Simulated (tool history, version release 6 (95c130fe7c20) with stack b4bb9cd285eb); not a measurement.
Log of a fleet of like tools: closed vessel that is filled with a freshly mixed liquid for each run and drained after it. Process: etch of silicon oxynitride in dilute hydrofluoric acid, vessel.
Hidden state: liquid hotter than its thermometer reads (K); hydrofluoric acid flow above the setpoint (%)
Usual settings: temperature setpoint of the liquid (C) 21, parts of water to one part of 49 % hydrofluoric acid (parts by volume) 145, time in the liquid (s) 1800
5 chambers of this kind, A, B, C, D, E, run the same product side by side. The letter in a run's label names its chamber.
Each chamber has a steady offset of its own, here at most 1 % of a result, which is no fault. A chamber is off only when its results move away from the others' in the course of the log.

run,hour,temperature setpoint of the liquid (C),parts of water to one part of 49 % hydrofluoric acid (parts by volume),time in the liquid (s),hours since the thermometer was replaced,hours since the hydrofluoric acid flow meter was replaced,"read-back film thickness of the silicon oxynitride reference wafer, read on the same gauge (nm)",thickness taken off the silicon oxynitride on a monitor wafer (nm)
1D,6.4,21,145,1800,1273.4,424.6,59.978,28.781
2A,10.7,21,145,1800,1978.8,2038.0,59.996,29.006
3C,18.5,21,145,1800,839.8,1780.2,60.006,29.330
4B,27.9,21,145,1800,1010.8,1015.4,60.020,29.359
5E,32.5,21,145,1800,930.7,513.5,59.994,29.188
6A,37.2,21,145,1800,2005.3,2064.5,60.011,28.841
# hour 37.9: chamber D: thermometer replaced
# hour 41.0: chamber B: hydrofluoric acid flow meter replaced
7C,42.5,21,145,1800,863.8,1804.2,60.015,29.221
8E,47.4,21,145,1800,945.6,528.4,60.006,29.196
9D,54.9,21,145,1800,17.0,473.1,60.000,28.875
10B,63.5,21,145,1800,1046.4,22.6,60.005,29.105
11B,69.7,21,145,1800,1052.6,28.8,60.005,29.079
12A,78.0,21,145,1800,2046.1,2105.3,59.988,28.815
13C,83.1,21,145,1800,904.4,1844.8,59.985,29.145
14E,91.4,21,145,1800,989.6,572.4,60.003,29.466
15D,98.8,21,145,1800,60.9,517.0,59.993,28.742
16C,105.4,21,145,880,926.7,1867.1,59.986,14.316
# hour 108.4: chamber C: thermometer replaced
17E,113.2,21,145,880,1011.4,594.2,60.014,14.228
18D,119.0,21,145,880,81.1,537.2,59.990,14.159
19A,126.4,21,145,880,2094.5,2153.7,59.995,14.130
20B,130.9,21,145,880,1113.8,90.0,60.001,14.256
21B,139.0,21,145,1800,1121.9,98.1,60.003,29.033
22A,146.5,21,145,1800,2114.6,2173.8,59.984,28.845
23E,154.4,21,145,1800,1052.6,635.4,60.017,29.258
24D,161.4,21,145,1800,123.5,579.6,60.019,29.287
25C,170.3,21,145,1800,62.0,1932.0,60.012,29.174
26A,176.7,21,145,1800,2144.8,2204.0,60.001,28.844
27E,185.5,21,100,1800,1083.7,666.5,59.998,43.485
28C,192.2,21,100,1800,83.9,1953.9,59.999,43.737
29B,199.1,21,100,1800,1182.0,158.2,59.995,43.298
30D,207.2,21,100,1800,169.3,625.4,59.993,44.792
31D,211.7,21,100,1800,173.8,629.9,60.010,44.958
32A,216.2,21,145,1800,2184.3,2243.5,59.995,28.937
33C,225.6,21,145,1800,117.3,1987.3,60.008,29.190
34E,229.9,21,190,2735,1128.1,710.9,59.990,33.275
35B,237.9,21,190,2735,1220.8,197.0,59.994,33.034
36A,244.2,21,190,2735,2212.3,2271.5,60.035,32.891
37B,253.2,21,190,2735,1236.1,212.3,59.980,32.703
# hour 253.4: chamber C: hydrofluoric acid flow meter replaced
38D,260.4,21,190,2735,222.5,678.6,59.989,34.159
39C,267.0,21,145,1800,158.7,13.7,60.029,29.090
40E,272.9,21,145,1800,1171.1,753.9,60.019,29.421
41B,280.5,21,210,2700,1263.4,239.6,60.020,29.108
42A,288.5,21,210,2700,2256.6,2315.8,60.002,28.847
43D,297.0,21,210,2700,259.1,715.2,60.012,30.482

All 5 chambers run these settings next. Forecast each chamber's results:
44A,303.8,21,145,1465,,,,?
44B,303.8,21,145,1465,,,,?
44C,303.8,21,145,1465,,,,?
44D,303.8,21,145,1465,,,,?
44E,303.8,21,145,1465,,,,?

run,thickness taken off the silicon oxynitride on a monitor wafer (nm)
44A,23.826
44B,23.885
44C,23.684
44D,25.037
44E,23.978
